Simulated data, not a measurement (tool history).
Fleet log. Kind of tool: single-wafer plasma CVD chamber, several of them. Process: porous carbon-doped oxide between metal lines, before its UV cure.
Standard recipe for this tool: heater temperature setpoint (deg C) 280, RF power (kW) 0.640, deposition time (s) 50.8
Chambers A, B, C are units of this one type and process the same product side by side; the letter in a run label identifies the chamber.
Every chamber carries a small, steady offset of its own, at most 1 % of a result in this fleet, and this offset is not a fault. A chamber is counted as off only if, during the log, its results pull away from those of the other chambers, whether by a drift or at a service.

run,hour,heater temperature setpoint (deg C),RF power (kW),deposition time (s),"read-back reference wafer on the same gauge, thickness_nm",mean film thickness on the monitor wafer (Å)
1A,12.6,280,0.640,50.8,402.13,3625.5
2C,19.9,280,0.640,50.8,402.10,3609.1
# hour 33.6: chamber A: RF generator calibrated
3B,33.6,280,0.640,50.8,402.14,3606.6
4B,44.1,280,0.640,50.8,402.18,3607.9
# hour 53.2: chamber A: thermocouple changed; heater temperature recalibrated
5C,57.8,280,0.640,50.8,402.26,3614.5
6A,71.1,269,0.640,50.8,402.30,3899.0
7A,85.6,269,0.640,50.8,402.50,3896.7
8C,97.8,269,0.640,50.8,402.53,3884.4
9B,109.0,280,0.640,50.8,402.57,3611.1
10B,119.4,280,0.640,50.8,402.68,3613.6
11C,130.6,280,0.640,50.8,402.78,3607.1
12A,142.3,280,0.640,50.8,402.80,3628.4
13B,151.5,280,0.640,50.8,402.73,3611.0
14A,164.5,280,0.520,50.8,402.91,3152.8
15C,179.7,280,0.520,50.8,402.99,3156.6
16A,194.5,280,0.520,50.8,403.03,3159.7
17B,202.8,268,0.640,50.8,403.08,3918.9
# hour 208.0: chamber C: thermocouple changed; heater temperature recalibrated
18C,212.2,268,0.640,50.8,403.15,3912.0
19A,223.8,268,0.640,50.8,403.39,3933.0
20B,237.0,280,0.640,50.8,403.28,3620.7
21C,249.9,280,0.640,50.8,403.27,3616.1
22A,263.2,280,0.640,50.8,403.60,3632.9
23C,275.5,280,0.640,50.8,403.56,3625.4
24B,286.0,280,0.640,50.8,403.62,3616.2
25A,296.2,280,0.640,50.8,403.59,3638.0
26C,304.0,280,0.640,50.8,403.58,3625.2

Decide between three cases: one chamber stands off from its peers, the gauge reading all wafers drifts, or nothing is wrong past each chamber's small offset. Where a chamber is off, say which and what most likely put it there.

The shared gauge is drifting. All chambers look as if they move in step, but none is off.
What lies behind it: gauge reads high (%) = 0.438.

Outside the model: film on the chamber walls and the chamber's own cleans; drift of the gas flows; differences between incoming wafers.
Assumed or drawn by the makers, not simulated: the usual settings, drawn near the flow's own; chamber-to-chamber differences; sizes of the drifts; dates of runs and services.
